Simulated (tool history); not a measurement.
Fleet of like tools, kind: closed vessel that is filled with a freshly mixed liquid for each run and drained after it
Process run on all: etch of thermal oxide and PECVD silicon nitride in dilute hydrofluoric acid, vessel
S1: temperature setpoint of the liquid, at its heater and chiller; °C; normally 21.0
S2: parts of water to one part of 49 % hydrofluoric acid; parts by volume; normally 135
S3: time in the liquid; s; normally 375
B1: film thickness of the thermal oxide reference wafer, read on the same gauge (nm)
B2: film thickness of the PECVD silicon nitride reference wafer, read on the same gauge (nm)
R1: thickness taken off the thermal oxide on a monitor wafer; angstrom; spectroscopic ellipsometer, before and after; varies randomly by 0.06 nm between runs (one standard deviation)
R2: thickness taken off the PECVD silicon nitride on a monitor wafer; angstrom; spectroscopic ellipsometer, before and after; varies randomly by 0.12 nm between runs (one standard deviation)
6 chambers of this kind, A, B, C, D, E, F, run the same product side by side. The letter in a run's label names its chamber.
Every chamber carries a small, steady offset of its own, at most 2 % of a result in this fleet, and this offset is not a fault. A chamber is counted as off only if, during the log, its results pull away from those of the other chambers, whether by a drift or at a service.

run,hour,S1,S2,S3,B1,B2,R1,R2
1F,9.0,21.0,135,375,90.018,100.010,108.040,127.390
2A,16.4,21.0,135,375,89.998,99.993,108.430,131.390
3B,22.3,21.0,135,375,90.016,100.010,109.300,129.620
4C,26.9,21.0,135,375,90.010,99.986,109.130,131.530
5D,34.3,21.0,135,375,90.010,100.060,107.760,129.240
6E,41.9,21.0,135,375,89.985,99.972,106.690,131.060
7A,48.7,21.0,135,375,89.992,100.040,108.310,130.550
8B,58.8,21.0,135,375,90.011,99.967,108.070,132.120
9E,67.3,21.0,135,375,89.993,100.020,106.080,128.500
10F,74.3,21.0,135,375,90.006,100.030,108.120,128.850
11C,80.5,21.0,135,375,90.002,100.030,108.040,131.470
12D,88.2,21.0,180,375,90.006,100.020,76.569,97.363
13B,94.1,21.0,180,375,89.999,100.030,77.655,98.855
14A,104.0,21.0,180,375,90.001,100.050,78.209,96.688
15C,109.5,21.0,180,375,89.976,99.988,78.523,96.997
16E,119.0,21.0,180,375,89.991,100.010,76.657,97.667
17F,128.3,21.0,180,375,90.000,100.010,76.574,96.357
18D,135.1,21.0,110,375,89.984,100.010,136.160,158.480
19A,144.9,21.0,110,375,90.018,99.988,137.000,156.510
20F,152.0,21.0,110,375,90.004,100.020,136.290,157.360
21C,160.2,21.0,110,375,90.017,100.010,135.870,155.800
22E,170.1,21.0,110,375,90.008,100.030,133.700,158.040
23B,179.5,21.0,110,375,90.029,100.010,136.350,156.850
24D,185.3,21.0,135,375,89.984,100.020,106.810,130.350
25E,195.6,21.0,135,375,90.012,100.020,107.850,129.310
26F,202.6,21.0,135,375,90.000,99.989,108.740,126.780
# hour 207.5: chamber D: thermometer replaced
27C,207.6,21.0,135,375,89.993,99.955,107.160,123.510
28D,215.8,21.0,135,375,89.992,99.973,108.070,131.450
# hour 216.7: chamber A: hydrofluoric acid flow meter replaced
29A,223.3,17.5,135,590,90.001,100.010,149.310,158.350
30B,229.3,17.5,135,590,89.989,99.968,149.200,161.450
31F,239.1,17.5,135,590,89.987,99.985,149.650,158.880
32A,246.1,17.5,135,590,90.000,99.991,149.500,162.500
33D,251.0,17.5,135,590,89.993,99.990,145.720,164.020
34E,258.4,17.5,135,590,89.988,100.020,146.180,162.670
35C,265.4,21.0,135,375,90.010,100.010,104.240,121.070
36B,273.7,17.5,105,375,89.977,99.989,125.890,133.390
37B,282.9,17.5,105,375,90.010,100.030,124.490,132.410
38C,291.0,17.5,105,375,90.004,100.030,119.340,118.330
# hour 291.8: chamber D: hydrofluoric acid flow meter replaced
39A,297.4,17.5,105,375,89.992,100.060,126.090,129.420
40D,307.0,17.5,105,375,89.987,99.991,123.760,130.720
41F,317.5,17.5,105,375,89.995,99.996,123.950,129.690

Is one chamber out of step, is the gauge drifting, or do the chambers differ by no more than their own small offsets? For an off chamber, give its letter and the likeliest cause.

It is chamber C that slowly wanders off from its peers.
Likeliest cause: liquid colder than its thermometer reads (K) = 1.44.

Here are 4 candidates for chamber C's next run, each the usual settings with a change, their results left as question marks. Which one brings its results back in line with what the others give on the usual settings?
Allowed miss from the other chambers' usual-settings mean, per result, to count as in line: R1 2.100 angstrom; R2 4.300 angstrom
42C-1,325.1,19.5,130,365,,,?,?
42C-2,325.1,23.5,145,400,,,?,?
42C-3,325.1,18.5,125,350,,,?,?
42C-4,325.1,22.5,140,385,,,?,?

Mean of the other chambers on the usual settings: R1 107.950 angstrom; R2 129.400 angstrom
run,R1,R2
42C-1,98.284,108.060
42C-2,111.770,139.710
42C-3,94.471,100.350
42C-4,107.630,130.120
It is 42C-4 that realigns the chamber with its peers.
